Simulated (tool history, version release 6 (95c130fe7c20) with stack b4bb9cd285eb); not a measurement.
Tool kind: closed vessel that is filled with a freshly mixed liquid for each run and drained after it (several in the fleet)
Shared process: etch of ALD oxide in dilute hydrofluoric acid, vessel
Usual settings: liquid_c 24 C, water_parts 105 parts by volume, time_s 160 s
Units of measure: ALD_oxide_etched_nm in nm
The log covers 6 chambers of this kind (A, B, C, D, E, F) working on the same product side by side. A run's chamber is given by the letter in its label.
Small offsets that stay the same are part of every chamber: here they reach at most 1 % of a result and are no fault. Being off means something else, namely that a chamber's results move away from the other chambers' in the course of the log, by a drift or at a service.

run,day,liquid_c,water_parts,time_s,"read-back film thickness of the ALD oxide reference wafer, read on the same gauge (nm)",ALD_oxide_etched_nm
1B,0.200,24,105,160,149.96,34.866
# day 0.279: chamber A: thermometer replaced
2E,0.400,24,105,160,149.99,34.015
3C,0.596,24,105,160,149.98,34.392
# day 0.883: chamber A: hydrofluoric acid flow meter replaced
4F,0.988,24,105,160,149.94,34.331
5D,1.229,24,145,245,150.01,35.598
6A,1.533,24,145,245,150.05,35.668
7E,1.850,24,145,245,149.95,36.817
8C,2.112,24,145,245,150.00,36.105
9F,2.392,24,145,245,149.94,36.118
10B,2.704,24,145,245,150.04,36.251
11A,3.079,24,105,160,150.02,34.743
12D,3.388,24,105,160,150.01,33.812
13F,3.717,24,105,160,150.03,33.833
14C,4.121,24,105,160,150.00,34.642
15B,4.358,24,105,160,150.02,34.284
16A,4.571,24,105,160,149.97,34.070
17D,4.817,28,105,160,149.99,39.232
18E,5.017,28,105,160,150.01,39.447
19E,5.246,28,105,160,149.96,40.351
20B,5.600,28,105,160,150.00,40.201
21A,6.008,28,105,160,149.98,39.833
22F,6.200,28,105,160,150.01,40.265
23D,6.600,24,105,195,149.99,41.944
24C,6.846,24,105,195,150.01,41.987
25C,7.075,24,105,195,150.02,41.737
26B,7.283,24,105,195,149.95,41.773
27A,7.492,24,105,195,150.02,41.787
28F,7.704,24,105,195,149.98,42.483
29D,8.058,24,135,160,149.95,25.587
30E,8.362,24,135,160,149.97,25.552
31A,8.638,24,135,160,149.97,26.073
32F,8.904,24,135,160,149.97,25.722
33C,9.162,24,135,160,149.99,25.690
34D,9.475,24,135,160,149.95,25.902
35E,9.708,24,105,160,150.03,34.205
36B,10.108,24,105,160,150.02,35.086
37F,10.438,24,105,160,149.95,34.172
38E,10.817,24,105,160,149.98,34.101
39D,11.046,24,105,160,149.97,34.568

Predict what each chamber gives when all 6 of them run the settings below next.
40A,11.333,24,60,160,,?
40B,11.333,24,60,160,,?
40C,11.333,24,60,160,,?
40D,11.333,24,60,160,,?
40E,11.333,24,60,160,,?
40F,11.333,24,60,160,,?

run,ALD_oxide_etched_nm
40A,64.169
40B,63.915
40C,64.724
40D,64.110
40E,62.990
40F,64.748

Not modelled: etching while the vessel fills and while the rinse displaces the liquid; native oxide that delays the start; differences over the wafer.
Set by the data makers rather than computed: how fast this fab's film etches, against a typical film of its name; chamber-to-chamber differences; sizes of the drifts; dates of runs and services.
